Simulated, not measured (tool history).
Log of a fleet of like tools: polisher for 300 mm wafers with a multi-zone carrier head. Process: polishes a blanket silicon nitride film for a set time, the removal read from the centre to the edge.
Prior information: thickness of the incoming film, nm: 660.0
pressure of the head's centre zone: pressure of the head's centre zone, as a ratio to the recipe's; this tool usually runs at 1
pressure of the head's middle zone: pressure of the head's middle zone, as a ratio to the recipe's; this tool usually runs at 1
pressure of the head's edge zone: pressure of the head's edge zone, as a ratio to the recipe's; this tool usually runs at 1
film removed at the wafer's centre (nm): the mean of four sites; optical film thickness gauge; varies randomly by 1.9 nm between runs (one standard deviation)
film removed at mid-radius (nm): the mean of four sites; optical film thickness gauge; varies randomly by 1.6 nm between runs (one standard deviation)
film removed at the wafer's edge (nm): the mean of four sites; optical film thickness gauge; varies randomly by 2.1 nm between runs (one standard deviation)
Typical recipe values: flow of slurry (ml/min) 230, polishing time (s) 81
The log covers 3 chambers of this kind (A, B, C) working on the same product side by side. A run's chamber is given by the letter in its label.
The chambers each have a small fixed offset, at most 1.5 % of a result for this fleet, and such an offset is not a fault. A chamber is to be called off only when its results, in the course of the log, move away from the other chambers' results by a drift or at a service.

| run | hour | flow of slurry (ml/min) | pressure of the head's centre zone | pressure of the head's middle zone | pressure of the head's edge zone | polishing time (s) | wafers polished on this pad | hours since the slurry nozzle was cleaned | hours since the centre zone pressure was calibrated | hours since the edge zone pressure was calibrated | film removed at the wafer's centre (nm) | film removed at mid-radius (nm) | film removed at the wafer's edge (nm) |
|---|---|---|---|---|---|---|---|---|---|---|---|---|---|
| 1C | 3.5 | 230 | 1 | 1 | 1 | 81 | 413 | 176.2 | 116.8 | 92.1 | 165.62 | 163.45 | 163.47 |
| 2A | 5.7 | 230 | 1 | 1 | 1 | 81 | 546 | 96.4 | 134.4 | 438.8 | 165.32 | 162.56 | 162.28 |
| 3B | 10 | 230 | 1 | 1 | 1 | 81 | 896 | 299.3 | 674.9 | 101.3 | 160.87 | 163.7 | 163.59 |
| 4B | 12.6 | 230 | 1 | 1 | 1 | 81 | 927 | 301.9 | 677.5 | 103.9 | 163.47 | 163.13 | 162.56 |
| 5C | 14.5 | 230 | 1 | 1 | 1 | 81 | 542 | 187.2 | 127.8 | 103.1 | 161.64 | 163.36 | 161.84 |
| 6A | 17.1 | 230 | 1 | 1 | 1 | 81 | 680 | 107.8 | 145.8 | 450.2 | 164.55 | 161.91 | 164.16 |
| 7A | 20.2 | 230 | 1 | 1 | 1 | 81 | 716 | 110.9 | 148.9 | 453.3 | 164.92 | 161.96 | 158.71 |
| 8B | 22.7 | 275 | 1 | 1 | 1 | 81 | 1045 | 312 | 687.6 | 114 | 166.34 | 167.71 | 164.35 |
| 9C | 25 | 275 | 1 | 1 | 1 | 81 | 664 | 197.7 | 138.3 | 113.6 | 165.9 | 166.46 | 165.16 |
| 10B | 28.4 | 275 | 1 | 1 | 1 | 81 | 1111 | 317.7 | 693.3 | 119.7 | 169.68 | 165.48 | 163.94 |
| 11C | 31.3 | 230 | 1 | 1 | 1 | 81 | 738 | 204 | 144.6 | 119.9 | 161.21 | 160.12 | 158.06 |
|  | 32.1 | chamber C: worn pad replaced by a new one |
| 12A | 33.9 | 230 | 1 | 1 | 1 | 81 | 876 | 124.6 | 162.6 | 467 | 160.43 | 156.97 | 159.68 |
| 13B | 37.4 | 230 | 1 | 1 | 1 | 81 | 1217 | 326.7 | 702.3 | 128.7 | 160.52 | 164.34 | 163.21 |
| 14C | 39.3 | 230 | 1.1 | 1 | 1 | 81 | 84 | 212 | 152.6 | 127.9 | 180.32 | 163.76 | 160.09 |
|  | 40.9 | chamber B: worn pad replaced by a new one |
| 15A | 43.1 | 230 | 1.1 | 1 | 1 | 81 | 983 | 133.8 | 171.8 | 476.2 | 173.84 | 155.33 | 151.92 |
|  | 44.7 | chamber B: slurry nozzle cleaned |
| 16C | 46.9 | 230 | 1.1 | 1 | 1 | 81 | 173 | 219.6 | 160.2 | 135.5 | 179.5 | 162.77 | 162.77 |
| 17A | 48.9 | 230 | 1 | 1 | 1 | 81 | 1051 | 139.6 | 177.6 | 482 | 156.09 | 152.57 | 153.85 |
| 18B | 52 | 230 | 1 | 1 | 1 | 81 | 130 | 7.3 | 716.9 | 143.3 | 165.09 | 162.11 | 162.69 |
| 19A | 55.9 | 230 | 1.05 | 0.95 | 1 | 81 | 1133 | 146.6 | 184.6 | 489 | 162.92 | 145.29 | 154.58 |
| 20C | 59.8 | 230 | 1.05 | 0.95 | 1 | 81 | 324 | 232.5 | 173.1 | 148.4 | 172.21 | 153.42 | 160.09 |

One chamber off, gauge drift, or nothing amiss beyond the chambers' own small offsets? If it is a chamber, which one, and what is the likeliest cause?

Little by little, chamber A moves away from the other chambers.
Likeliest cause: removal rate lost through wear of the pad, % = 8.1.
The log might look much the same if the cause were instead: slurry flow missing at the pad, %.

Below are 4 candidate recipes for chamber A's next run, each the usual settings with a change, their results shown as question marks. Which of them brings A's results back in line with what the other chambers give on the usual settings?
In line means no further than this from the other chambers' mean on the usual settings: film removed at the wafer's centre (nm) 6.7; film removed at mid-radius (nm) 5.5; film removed at the wafer's edge (nm) 7.3
| 21A-1 | 63 | 230 | 1 | 0.99 | 1 | 75 |  |  |  |  | ? | ? | ? |
| 21A-2 | 63 | 225 | 1.01 | 0.98 | 1 | 71 |  |  |  |  | ? | ? | ? |
| 21A-3 | 63 | 230 | 1 | 1.01 | 1 | 87 |  |  |  |  | ? | ? | ? |
| 21A-4 | 63 | 235 | 0.99 | 1.02 | 1 | 93 |  |  |  |  | ? | ? | ? |

On the usual settings, the other chambers give on average: film removed at the wafer's centre (nm) 163.07; film removed at mid-radius (nm) 162.72; film removed at the wafer's edge (nm) 162.22
| run | film removed at the wafer's centre (nm) | film removed at mid-radius (nm) | film removed at the wafer's edge (nm) |
|---|---|---|---|
| 21A-1 | 139.83 | 137.21 | 138.99 |
| 21A-2 | 133.41 | 128.31 | 131.32 |
| 21A-3 | 162.23 | 162.13 | 161.18 |
| 21A-4 | 172.02 | 175.38 | 172.62 |
Change 21A-3 lands the chamber within the allowed miss of the other chambers.
